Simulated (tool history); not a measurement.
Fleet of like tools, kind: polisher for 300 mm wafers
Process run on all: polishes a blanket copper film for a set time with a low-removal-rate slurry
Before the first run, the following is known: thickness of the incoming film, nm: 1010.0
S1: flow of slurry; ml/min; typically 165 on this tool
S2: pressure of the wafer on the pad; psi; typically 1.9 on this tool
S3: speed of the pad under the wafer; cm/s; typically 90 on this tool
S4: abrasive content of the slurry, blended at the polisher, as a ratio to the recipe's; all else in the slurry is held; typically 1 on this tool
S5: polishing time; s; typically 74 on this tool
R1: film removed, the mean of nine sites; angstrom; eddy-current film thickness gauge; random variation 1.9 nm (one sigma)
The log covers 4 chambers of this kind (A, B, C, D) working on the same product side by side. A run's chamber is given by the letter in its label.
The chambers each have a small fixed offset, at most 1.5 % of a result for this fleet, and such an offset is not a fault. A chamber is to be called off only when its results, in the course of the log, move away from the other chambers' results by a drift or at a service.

run	day	S1	S2	S3	S4	S5	R1
# day 0.071: chamber C: worn pad replaced by a new one
1C	0.254	165	1.9	90	1	74	1285.6
2A	0.558	165	1.9	90	1	74	1251.1
3D	1.012	165	1.9	90	1	74	1271.2
# day 1.196: chamber B: worn pad replaced by a new one
# day 1.204: chamber D: worn pad replaced by a new one
4B	1.45	165	1.9	90	1	74	1241.2
# day 1.508: chamber C: head pressure recalibrated
5A	1.683	165	1.9	74	1	49	690.14
6D	2.071	165	1.9	74	1	49	702.37
# day 2.421: chamber A: slurry nozzle cleaned
7B	2.483	165	1.9	74	1	49	685.39
# day 2.612: chamber C: slurry blender recalibrated
8C	2.712	165	1.9	74	1	49	691.67
9B	2.925	165	1.9	90	1	74	1277.2
# day 3.038: chamber D: worn pad replaced by a new one
# day 3.038: chamber D: head pressure recalibrated
10C	3.308	165	1.9	90	1	74	1285.6
# day 3.492: chamber C: worn pad replaced by a new one
11D	3.692	165	1.9	90	1	74	1273.4
12A	3.938	165	1.9	90	1	74	1250.1
13C	4.246	165	1.9	90	1	74	1275
14D	4.546	165	1.9	90	1	74	1259.4
15A	4.996	165	1.9	90	1	74	1229.2
# day 5.246: chamber D: worn pad replaced by a new one
16B	5.412	165	1.9	90	1	74	1274.6
17B	5.825	165	1.9	116	1.15	74	1636.7
18D	6.167	165	1.9	116	1.15	74	1646.1
# day 6.3: chamber B: worn pad replaced by a new one
# day 6.346: chamber C: worn pad replaced by a new one
19C	6.55	165	1.9	116	1.15	74	1737.3
20A	6.779	165	1.9	116	1.15	74	1601.3
# day 7.067: chamber D: worn pad replaced by a new one
21B	7.158	165	1.9	90	1	74	1263.9
22C	7.604	165	1.9	90	1	64	1143.6
23A	8.033	165	1.9	90	1	64	1032.4
# day 8.258: chamber D: slurry blender recalibrated
24D	8.325	165	1.9	90	1	64	1070.4
25C	8.771	165	1.9	90	1	64	1098.4
26B	9.012	165	1.9	90	1	74	1273.9

What goes on in this fleet: one chamber off, a drifting gauge, or nothing beyond the chambers' own small offsets? Name the chamber and the cause, if any.

Little by little, chamber A moves away from the other chambers.
What lies behind it: removal rate lost through wear of the pad, % = 7.56.
It could be hard to tell apart here from: slurry flow missing at the pad, %; head's pressure below its setpoint, %; abrasive missing from the slurry, %.

Which of the 4 candidates below, each the usual settings with something changed and its results left as question marks, puts chamber A back in line with what the other chambers give on the usual settings?
A result is in line if it is within this distance of the other chambers' mean on the usual settings: R1 65 angstrom
27A-1	9.354	165	1.9	106	1	74	?
27A-2	9.354	160	1.9	90	1	63	?
27A-3	9.354	165	1.9	86	1	71	?
27A-4	9.354	165	2	90	1	77	?

On the usual settings, the other chambers give on average: R1 1267.5 angstrom
run	R1
27A-1	1367.6
27A-2	981.48
27A-3	1061.4
27A-4	1269.3
With 27A-4, the chamber falls back in line with the rest.
